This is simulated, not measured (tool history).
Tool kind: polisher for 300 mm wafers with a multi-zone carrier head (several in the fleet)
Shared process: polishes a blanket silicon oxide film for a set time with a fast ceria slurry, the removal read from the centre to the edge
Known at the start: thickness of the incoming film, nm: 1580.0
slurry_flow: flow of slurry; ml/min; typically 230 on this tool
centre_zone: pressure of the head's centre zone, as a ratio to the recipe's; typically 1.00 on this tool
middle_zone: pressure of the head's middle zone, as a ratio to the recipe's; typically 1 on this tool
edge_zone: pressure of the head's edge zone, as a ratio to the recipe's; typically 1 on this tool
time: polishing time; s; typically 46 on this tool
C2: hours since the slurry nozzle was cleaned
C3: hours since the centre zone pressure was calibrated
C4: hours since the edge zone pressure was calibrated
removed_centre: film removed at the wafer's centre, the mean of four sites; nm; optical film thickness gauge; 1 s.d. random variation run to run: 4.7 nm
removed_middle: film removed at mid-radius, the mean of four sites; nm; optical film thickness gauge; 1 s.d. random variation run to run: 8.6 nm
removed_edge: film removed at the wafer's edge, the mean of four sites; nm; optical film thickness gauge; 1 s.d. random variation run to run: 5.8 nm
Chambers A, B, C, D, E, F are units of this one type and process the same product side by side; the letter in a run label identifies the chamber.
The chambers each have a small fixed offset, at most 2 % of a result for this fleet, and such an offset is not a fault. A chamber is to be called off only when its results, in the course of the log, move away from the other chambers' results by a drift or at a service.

run 1B hour=12.4 | slurry_flow=230 centre_zone=1.00 middle_zone=1 edge_zone=1 time=46 | wafers_polished_on_this_pad=785 C2=199.4 C3=1566.6 C4=518.3 | removed_centre=605.52 removed_middle=614.92 removed_edge=617.24
-- hour=14.5 chamber B: centre zone pressure recalibrated
run 2F hour=22.1 | slurry_flow=230 centre_zone=1.00 middle_zone=1 edge_zone=1 time=46 | wafers_polished_on_this_pad=884 C2=219.7 C3=642.7 C4=914.1 | removed_centre=617.14 removed_middle=605.23 removed_edge=610.34
-- hour=24.0 chamber F: edge zone pressure recalibrated
-- hour=26.9 chamber D: worn pad replaced by a new one
-- hour=27.5 chamber F: slurry nozzle cleaned
run 3D hour=29.1 | slurry_flow=230 centre_zone=1.00 middle_zone=1 edge_zone=1 time=46 | wafers_polished_on_this_pad=32 C2=135.1 C3=416.8 C4=1149.9 | removed_centre=617.95 removed_middle=621.25 removed_edge=608.68
run 4C hour=39.0 | slurry_flow=230 centre_zone=1.00 middle_zone=1 edge_zone=1 time=46 | wafers_polished_on_this_pad=954 C2=113.8 C3=234.2 C4=359.1 | removed_centre=613.98 removed_middle=617.33 removed_edge=601.79
-- hour=42.7 chamber F: worn pad replaced by a new one
run 5A hour=50.9 | slurry_flow=230 centre_zone=1.00 middle_zone=1 edge_zone=1 time=46 | wafers_polished_on_this_pad=738 C2=491.3 C3=329.6 C4=665.7 | removed_centre=611.12 removed_middle=627.81 removed_edge=626.83
-- hour=57.3 chamber B: worn pad replaced by a new one
run 6E hour=61.3 | slurry_flow=230 centre_zone=1.00 middle_zone=1 edge_zone=1 time=46 | wafers_polished_on_this_pad=1089 C2=179.6 C3=155.1 C4=1217.9 | removed_centre=597.09 removed_middle=611.28 removed_edge=616.23
run 7C hour=70.2 | slurry_flow=230 centre_zone=1.00 middle_zone=1 edge_zone=1 time=46 | wafers_polished_on_this_pad=1403 C2=145.0 C3=265.4 C4=390.3 | removed_centre=615.48 removed_middle=605.94 removed_edge=606.11
-- hour=70.9 chamber A: worn pad replaced by a new one
-- hour=71.5 chamber E: worn pad replaced by a new one
-- hour=76.3 chamber C: worn pad replaced by a new one
run 8D hour=82.9 | slurry_flow=230 centre_zone=1.00 middle_zone=1 edge_zone=1 time=46 | wafers_polished_on_this_pad=805 C2=188.9 C3=470.6 C4=1203.7 | removed_centre=618.25 removed_middle=611.31 removed_edge=627.13
run 9B hour=92.1 | slurry_flow=230 centre_zone=1.00 middle_zone=1 edge_zone=1 time=46 | wafers_polished_on_this_pad=500 C2=279.1 C3=77.6 C4=598.0 | removed_centre=609.42 removed_middle=604.92 removed_edge=602.45
-- hour=95.0 chamber A: slurry nozzle cleaned
run 10A hour=102.9 | slurry_flow=230 centre_zone=0.94 middle_zone=1 edge_zone=1 time=46 | wafers_polished_on_this_pad=461 C2=7.9 C3=381.6 C4=717.7 | removed_centre=573.34 removed_middle=611.41 removed_edge=618.56
-- hour=110.5 chamber C: centre zone pressure recalibrated
run 11E hour=116.7 | slurry_flow=230 centre_zone=0.94 middle_zone=1 edge_zone=1 time=46 | wafers_polished_on_this_pad=650 C2=235.0 C3=210.5 C4=1273.3 | removed_centre=558.10 removed_middle=613.95 removed_edge=603.55
-- hour=118.1 chamber F: worn pad replaced by a new one
-- hour=120.8 chamber D: worn pad replaced by a new one
run 12F hour=130.7 | slurry_flow=230 centre_zone=0.94 middle_zone=1 edge_zone=1 time=46 | wafers_polished_on_this_pad=181 C2=103.2 C3=751.3 C4=106.7 | removed_centre=578.02 removed_middle=612.97 removed_edge=602.43
-- hour=134.9 chamber B: slurry nozzle cleaned
run 13E hour=141.5 | slurry_flow=230 centre_zone=0.94 middle_zone=1 edge_zone=1 time=46 | wafers_polished_on_this_pad=1006 C2=259.8 C3=235.3 C4=1298.1 | removed_centre=559.04 removed_middle=609.15 removed_edge=615.21
-- hour=148.8 chamber E: worn pad replaced by a new one
run 14D hour=152.2 | slurry_flow=230 centre_zone=0.94 middle_zone=1 edge_zone=1 time=46 | wafers_polished_on_this_pad=451 C2=258.2 C3=539.9 C4=1273.0 | removed_centre=575.87 removed_middle=608.23 removed_edge=624.25
-- hour=157.6 chamber A: worn pad replaced by a new one
-- hour=162.0 chamber F: centre zone pressure recalibrated
-- hour=165.0 chamber B: worn pad replaced by a new one
run 15F hour=165.4 | slurry_flow=230 centre_zone=0.94 middle_zone=1 edge_zone=1 time=46 | wafers_polished_on_this_pad=680 C2=137.9 C3=3.5 C4=141.4 | removed_centre=575.56 removed_middle=625.16 removed_edge=607.14
run 16B hour=173.1 | slurry_flow=230 centre_zone=1.00 middle_zone=1 edge_zone=1 time=46 | wafers_polished_on_this_pad=116 C2=38.3 C3=158.6 C4=679.0 | removed_centre=612.73 removed_middle=601.37 removed_edge=595.91
-- hour=181.0 chamber B: edge zone pressure recalibrated
run 17C hour=182.7 | slurry_flow=230 centre_zone=1.00 middle_zone=1 edge_zone=1 time=46 | wafers_polished_on_this_pad=1530 C2=257.5 C3=72.3 C4=502.8 | removed_centre=613.01 removed_middle=606.25 removed_edge=606.35
run 18A hour=193.0 | slurry_flow=230 centre_zone=1.00 middle_zone=1 edge_zone=1 time=46 | wafers_polished_on_this_pad=509 C2=98.0 C3=471.7 C4=807.8 | removed_centre=604.87 removed_middle=614.98 removed_edge=611.73
-- hour=193.4 chamber C: worn pad replaced by a new one
-- hour=199.9 chamber F: slurry nozzle cleaned
-- hour=202.1 chamber E: edge zone pressure recalibrated
run 19E hour=202.9 | slurry_flow=230 centre_zone=1.00 middle_zone=1 edge_zone=1 time=46 | wafers_polished_on_this_pad=778 C2=321.2 C3=296.7 C4=0.8 | removed_centre=607.38 removed_middle=613.84 removed_edge=606.02
-- hour=203.2 chamber F: worn pad replaced by a new one
-- hour=211.6 chamber D: worn pad replaced by a new one
run 20B hour=217.7 | slurry_flow=230 centre_zone=1.00 middle_zone=1 edge_zone=1 time=46 | wafers_polished_on_this_pad=757 C2=82.9 C3=203.2 C4=36.7 | removed_centre=601.27 removed_middle=600.08 removed_edge=615.70
run 21A hour=231.6 | slurry_flow=230 centre_zone=1.00 middle_zone=1 edge_zone=1 time=46 | wafers_polished_on_this_pad=1064 C2=136.6 C3=510.3 C4=846.4 | removed_centre=606.72 removed_middle=616.87 removed_edge=623.42
-- hour=239.8 chamber E: centre zone pressure recalibrated
-- hour=242.6 chamber A: worn pad replaced by a new one
run 22C hour=243.5 | slurry_flow=230 centre_zone=1.00 middle_zone=1 edge_zone=1 time=46 | wafers_polished_on_this_pad=720 C2=318.3 C3=133.1 C4=563.6 | removed_centre=612.21 removed_middle=605.13 removed_edge=598.51
-- hour=248.6 chamber E: worn pad replaced by a new one
run 23D hour=255.0 | slurry_flow=230 centre_zone=1.00 middle_zone=1 edge_zone=1 time=46 | wafers_polished_on_this_pad=624 C2=361.0 C3=642.7 C4=1375.8 | removed_centre=610.00 removed_middle=614.64 removed_edge=620.07
-- hour=259.1 chamber B: worn pad replaced by a new one
run 24F hour=264.9 | slurry_flow=230 centre_zone=1.00 middle_zone=1 edge_zone=1 time=46 | wafers_polished_on_this_pad=887 C2=65.1 C3=103.0 C4=240.9 | removed_centre=607.41 removed_middle=604.22 removed_edge=600.16
run 25B hour=274.1 | slurry_flow=230 centre_zone=1.00 middle_zone=1 edge_zone=1 time=46 | wafers_polished_on_this_pad=216 C2=139.3 C3=259.6 C4=93.1 | removed_centre=612.65 removed_middle=621.10 removed_edge=612.50
-- hour=282.1 chamber D: worn pad replaced by a new one
-- hour=283.2 chamber C: worn pad replaced by a new one
run 26F hour=285.3 | slurry_flow=230 centre_zone=1.00 middle_zone=1 edge_zone=1 time=46 | wafers_polished_on_this_pad=1180 C2=85.5 C3=123.4 C4=261.3 | removed_centre=612.86 removed_middle=611.58 removed_edge=609.69
-- hour=288.1 chamber E: slurry nozzle cleaned
-- hour=291.0 chamber F: worn pad replaced by a new one
run 27D hour=300.0 | slurry_flow=230 centre_zone=1.00 middle_zone=1 edge_zone=1 time=46 | wafers_polished_on_this_pad=257 C2=406.0 C3=687.7 C4=1420.8 | removed_centre=609.78 removed_middle=604.17 removed_edge=606.89
run 28E hour=307.3 | slurry_flow=230 centre_zone=1.00 middle_zone=1 edge_zone=1 time=56 | wafers_polished_on_this_pad=843 C2=19.3 C3=67.5 C4=105.2 | removed_centre=730.78 removed_middle=754.62 removed_edge=728.91
run 29C hour=315.6 | slurry_flow=230 centre_zone=1.00 middle_zone=1 edge_zone=1 time=56 | wafers_polished_on_this_pad=466 C2=390.4 C3=205.2 C4=635.7 | removed_centre=745.06 removed_middle=745.09 removed_edge=729.60
-- hour=322.7 chamber A: worn pad replaced by a new one
run 30A hour=322.9 | slurry_flow=230 centre_zone=1.00 middle_zone=1 edge_zone=1 time=56 | wafers_polished_on_this_pad=3 C2=227.9 C3=601.6 C4=937.7 | removed_centre=746.14 removed_middle=742.70 removed_edge=753.78
-- hour=328.2 chamber E: worn pad replaced by a new one
run 31D hour=337.2 | slurry_flow=230 centre_zone=1.00 middle_zone=1 edge_zone=1 time=56 | wafers_polished_on_this_pad=792 C2=443.2 C3=724.9 C4=1458.0 | removed_centre=752.32 removed_middle=742.46 removed_edge=758.95
run 32C hour=350.5 | slurry_flow=230 centre_zone=1.00 middle_zone=1 edge_zone=1 time=56 | wafers_polished_on_this_pad=967 C2=425.3 C3=240.1 C4=670.6 | removed_centre=752.10 removed_middle=733.32 removed_edge=746.90
-- hour=354.5 chamber D: edge zone pressure recalibrated
-- hour=358.0 chamber A: edge zone pressure recalibrated
-- hour=358.2 chamber D: worn pad replaced by a new one
run 33F hour=364.7 | slurry_flow=230 centre_zone=1.00 middle_zone=1 edge_zone=1 time=56 | wafers_polished_on_this_pad=1059 C2=164.9 C3=202.8 C4=340.7 | removed_centre=748.65 removed_middle=751.61 removed_edge=731.59
-- hour=369.6 chamber B: worn pad replaced by a new one
run 34A hour=376.6 | slurry_flow=230 centre_zone=1.00 middle_zone=1 edge_zone=1 time=46 | wafers_polished_on_this_pad=774 C2=281.6 C3=655.3 C4=18.6 | removed_centre=606.71 removed_middle=615.19 removed_edge=611.36
-- hour=377.4 chamber F: worn pad replaced by a new one
run 35E hour=386.1 | slurry_flow=230 centre_zone=1.00 middle_zone=1 edge_zone=1 time=46 | wafers_polished_on_this_pad=832 C2=98.1 C3=146.3 C4=184.0 | removed_centre=608.13 removed_middle=604.72 removed_edge=604.56
run 36B hour=394.0 | slurry_flow=230 centre_zone=1.00 middle_zone=1 edge_zone=1 time=46 | wafers_polished_on_this_pad=351 C2=259.2 C3=379.5 C4=213.0 | removed_centre=613.96 removed_middle=617.12 removed_edge=605.54
run 37F hour=403.6 | slurry_flow=230 centre_zone=1.00 middle_zone=1 edge_zone=1 time=46 | wafers_polished_on_this_pad=377 C2=203.8 C3=241.7 C4=379.6 | removed_centre=615.34 removed_middle=611.28 removed_edge=611.73
run 38D hour=410.3 | slurry_flow=230 centre_zone=1.00 middle_zone=1 edge_zone=1 time=46 | wafers_polished_on_this_pad=748 C2=516.3 C3=798.0 C4=55.9 | removed_centre=625.02 removed_middle=608.91 removed_edge=610.66

For the next run the whole fleet of 6 chambers uses the same settings. Give each chamber's results:
run 39A hour=420.9 | slurry_flow=200 centre_zone=1.00 middle_zone=1 edge_zone=1 time=46 | removed_centre=? removed_middle=? removed_edge=?
run 39B hour=420.9 | slurry_flow=200 centre_zone=1.00 middle_zone=1 edge_zone=1 time=46 | removed_centre=? removed_middle=? removed_edge=?
run 39C hour=420.9 | slurry_flow=200 centre_zone=1.00 middle_zone=1 edge_zone=1 time=46 | removed_centre=? removed_middle=? removed_edge=?
run 39D hour=420.9 | slurry_flow=200 centre_zone=1.00 middle_zone=1 edge_zone=1 time=46 | removed_centre=? removed_middle=? removed_edge=?
run 39E hour=420.9 | slurry_flow=200 centre_zone=1.00 middle_zone=1 edge_zone=1 time=46 | removed_centre=? removed_middle=? removed_edge=?
run 39F hour=420.9 | slurry_flow=200 centre_zone=1.00 middle_zone=1 edge_zone=1 time=46 | removed_centre=? removed_middle=? removed_edge=?

run=39A removed_centre=593.38 removed_middle=604.71 removed_edge=610.12
run=39B removed_centre=593.78 removed_middle=591.39 removed_edge=606.65
run=39C removed_centre=599.36 removed_middle=596.06 removed_edge=589.12
run=39D removed_centre=599.53 removed_middle=600.43 removed_edge=613.91
run=39E removed_centre=593.79 removed_middle=603.25 removed_edge=601.73
run=39F removed_centre=603.38 removed_middle=610.53 removed_edge=590.69
